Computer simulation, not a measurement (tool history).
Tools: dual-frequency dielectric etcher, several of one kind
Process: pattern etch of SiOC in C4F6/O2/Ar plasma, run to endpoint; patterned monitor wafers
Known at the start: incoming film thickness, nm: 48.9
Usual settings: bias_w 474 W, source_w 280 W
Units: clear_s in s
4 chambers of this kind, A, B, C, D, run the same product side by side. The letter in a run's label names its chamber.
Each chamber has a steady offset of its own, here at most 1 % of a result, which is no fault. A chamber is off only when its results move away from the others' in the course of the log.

Run 1A, hour 3.3: usual settings. Result: clear_s 19.221 s.
Run 2D, hour 5.5: usual settings. Result: clear_s 19.148 s.
Run 3B, hour 8.5: usual settings. Result: clear_s 19.099 s.
At hour 10.7: chamber D: bias power generator calibrated.
Run 4C, hour 11.8: usual settings. Result: clear_s 19.174 s.
Run 5C, hour 16.3: usual settings. Result: clear_s 19.151 s.
Run 6B, hour 19.6: usual settings. Result: clear_s 19.085 s.
At hour 20.9: chamber D: wet clean of the chamber.
Run 7D, hour 22.3: usual settings but bias_w 414 W, source_w 320 W. Result: clear_s 19.323 s.
Run 8A, hour 25.5: usual settings but bias_w 414 W, source_w 320 W. Result: clear_s 19.320 s.
Run 9B, hour 28.4: usual settings but bias_w 414 W, source_w 320 W. Result: clear_s 19.323 s.
Run 10C, hour 32.2: usual settings but bias_w 414 W, source_w 320 W. Result: clear_s 19.156 s.
Run 11A, hour 36.6: usual settings. Result: clear_s 19.269 s.
Run 12D, hour 40.8: usual settings. Result: clear_s 19.238 s.
Run 13B, hour 43.3: usual settings. Result: clear_s 19.016 s.
Run 14A, hour 47.4: usual settings but bias_w 430 W, source_w 310 W. Result: clear_s 19.301 s.
Run 15C, hour 50.1: usual settings but bias_w 430 W, source_w 310 W. Result: clear_s 19.143 s.
Run 16D, hour 54.2: usual settings but bias_w 430 W, source_w 310 W. Result: clear_s 19.084 s.
Run 17A, hour 57.6: usual settings but bias_w 430 W, source_w 310 W. Result: clear_s 19.029 s.
Run 18D, hour 59.9: usual settings. Result: clear_s 19.246 s.
Run 19C, hour 63.1: usual settings. Result: clear_s 19.166 s.
Run 20B, hour 66.1: usual settings. Result: clear_s 19.153 s.
Run 21C, hour 69.7: usual settings but bias_w 553 W, source_w 310 W. Result: clear_s 17.451 s.
Run 22A, hour 73.3: usual settings but bias_w 553 W, source_w 310 W. Result: clear_s 17.488 s.
Run 23B, hour 76.2: usual settings but bias_w 553 W, source_w 310 W. Result: clear_s 17.357 s.
Run 24D, hour 78.9: usual settings but bias_w 553 W, source_w 310 W. Result: clear_s 17.521 s.
Run 25A, hour 83.3: usual settings. Result: clear_s 19.260 s.
Run 26D, hour 85.6: usual settings. Result: clear_s 19.233 s.
Run 27C, hour 88.7: usual settings. Result: clear_s 19.235 s.
Run 28B, hour 92.9: usual settings. Result: clear_s 19.129 s.
Run 29A, hour 95.7: usual settings. Result: clear_s 19.180 s.

Next, every chamber runs the same settings. What will each give?
Run 30A, hour 98.9: usual settings but source_w 350 W. Result: clear_s ?.
Run 30B, hour 98.9: usual settings but source_w 350 W. Result: clear_s ?.
Run 30C, hour 98.9: usual settings but source_w 350 W. Result: clear_s ?.
Run 30D, hour 98.9: usual settings but source_w 350 W. Result: clear_s ?.

run  clear_s
30A   17.774
30B   17.634
30C   17.566
30D   17.733

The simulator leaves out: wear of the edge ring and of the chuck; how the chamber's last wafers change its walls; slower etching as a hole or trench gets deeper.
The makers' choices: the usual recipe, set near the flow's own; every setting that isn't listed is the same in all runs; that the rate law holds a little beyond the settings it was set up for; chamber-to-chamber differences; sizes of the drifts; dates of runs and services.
